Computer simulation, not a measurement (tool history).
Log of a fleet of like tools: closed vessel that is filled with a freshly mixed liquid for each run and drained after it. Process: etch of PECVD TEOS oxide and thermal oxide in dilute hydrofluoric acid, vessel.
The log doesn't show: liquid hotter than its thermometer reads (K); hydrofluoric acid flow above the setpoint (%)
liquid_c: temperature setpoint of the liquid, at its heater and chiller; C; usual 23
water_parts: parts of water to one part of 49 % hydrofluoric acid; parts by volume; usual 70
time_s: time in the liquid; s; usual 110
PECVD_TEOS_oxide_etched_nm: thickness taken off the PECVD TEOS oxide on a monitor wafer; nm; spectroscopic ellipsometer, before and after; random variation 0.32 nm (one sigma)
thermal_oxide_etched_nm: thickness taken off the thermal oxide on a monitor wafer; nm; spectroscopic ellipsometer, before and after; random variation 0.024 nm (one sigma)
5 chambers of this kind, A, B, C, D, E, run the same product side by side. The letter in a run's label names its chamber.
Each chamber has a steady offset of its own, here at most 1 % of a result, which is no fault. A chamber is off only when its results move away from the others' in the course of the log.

run	hour	liquid_c	water_parts	time_s	hours since the thermometer was replaced	hours since the hydrofluoric acid flow meter was replaced	read-back film thickness of the PECVD TEOS oxide reference wafer, read on the same gauge (nm)	read-back film thickness of the thermal oxide reference wafer, read on the same gauge (nm)	PECVD_TEOS_oxide_etched_nm	thermal_oxide_etched_nm
1E	9.6	23	70	110	626.2	511.4	130	69.99	42.509	7.4667
2D	19.1	23	70	110	257.8	375.8	129.96	69.966	42.584	7.5087
3C	28.1	23	70	110	1032.1	564.9	129.96	69.99	42.18	7.4652
4A	35.1	23	70	110	367.2	1829.1	130	69.967	42.828	7.5518
5B	44	23	70	110	127.8	409.5	130.01	70.026	42.536	7.5747
6D	50.9	23	70	110	289.6	407.6	129.96	70.024	41.799	7.5104
7E	59.9	23	70	110	676.5	561.7	130.02	69.982	42.258	7.497
8C	70.8	23	70	110	1074.8	607.6	130.04	70.007	42.189	7.5101
9A	80	23	70	110	412.1	1874	130	70.023	42.528	7.5405
10B	88	23	70	110	171.8	453.5	130.03	69.935	41.997	7.5512
11A	94.8	23	70	110	426.9	1888.8	130.01	69.982	42.916	7.578
12C	105.2	23	70	110	1109.2	642	129.99	70.027	41.917	7.4052
13B	114.8	23	70	110	198.6	480.3	130.01	69.983	42.735	7.5236
14E	123.4	23	70	110	740	625.2	130	70.013	41.626	7.4895
15D	130	23	70	110	368.7	486.7	130.01	70.001	42.218	7.4782
16A	140.8	23	70	110	472.9	1934.8	129.99	70.007	42.687	7.5669
17B	150	23	70	110	233.8	515.5	130.02	70.018	42.197	7.5187
# hour 154.8: chamber C: thermometer replaced
18C	158.6	23	70	110	3.9	695.4	129.99	70.015	42.48	7.4885
19D	168.2	23	55	90	406.9	524.9	130	70.02	44.585	7.9401
20E	177.1	23	55	90	793.7	678.9	130.02	70.031	44.76	7.9506
21E	183.5	23	55	90	800.1	685.3	129.99	70.014	44.949	7.8957
22A	193.7	23	55	90	525.8	1987.7	130	69.982	45.298	8.0452
# hour 195.6: chamber D: hydrofluoric acid flow meter replaced
23D	200.5	23	55	90	439.2	4.9	129.97	69.996	44.996	7.9319
# hour 205.3: chamber E: hydrofluoric acid flow meter replaced
24C	206.9	23	70	110	52.2	743.7	130.04	70.025	42.625	7.4556
25B	214.6	23	70	110	298.4	580.1	130.01	69.991	42.661	7.5394
26E	220.7	23	70	75	837.3	15.4	130.02	70.028	28.858	5.087
27A	226.6	23	70	75	558.7	2020.6	129.97	69.983	29.057	5.1342
28D	233.6	23	70	75	472.3	38	130.05	69.993	28.213	5.1332
29B	243.7	23	70	75	327.5	609.2	130.02	70.016	28.92	5.15
30C	249.8	23	70	75	95.1	786.6	130.02	70.03	28.711	5.072
31C	257	23	70	110	102.3	793.8	130.02	70.047	41.887	7.46
32B	266.2	23	70	110	350	631.7	130.02	70.017	42.857	7.5443
33D	274.9	23	70	110	513.6	79.3	129.99	70.027	42.595	7.5187
34A	281.3	26.5	70	110	613.4	2075.3	129.99	70	48.87	8.6688
35E	289.1	26.5	70	110	905.7	83.8	130.02	70.022	49.08	8.6466
36E	295.7	26.5	70	110	912.3	90.4	129.98	70.032	48.564	8.6162
37B	305	26.5	70	110	388.8	670.5	130	69.994	48.939	8.7377
38C	310.3	26.5	70	110	155.6	847.1	129.96	69.993	48.803	8.5718
39D	316.4	23	70	110	555.1	120.8	129.98	69.977	41.837	7.5237
40A	321.9	23	70	110	654	2115.9	129.99	69.978	42.397	7.5413
41A	330.5	23	70	110	662.6	2124.5	130.01	70.003	42.48	7.5506
42E	336.5	23	70	110	953.1	131.2	130.04	70.048	42.211	7.5008
43B	344.7	23	70	110	428.5	710.2	130	69.986	42.066	7.5494

Is one chamber off against the others, does the gauge drift, or is nothing wrong? If a chamber is off, say which, and what the likeliest cause is.

No chamber stands off beyond its own small offset, and the gauge holds steady.

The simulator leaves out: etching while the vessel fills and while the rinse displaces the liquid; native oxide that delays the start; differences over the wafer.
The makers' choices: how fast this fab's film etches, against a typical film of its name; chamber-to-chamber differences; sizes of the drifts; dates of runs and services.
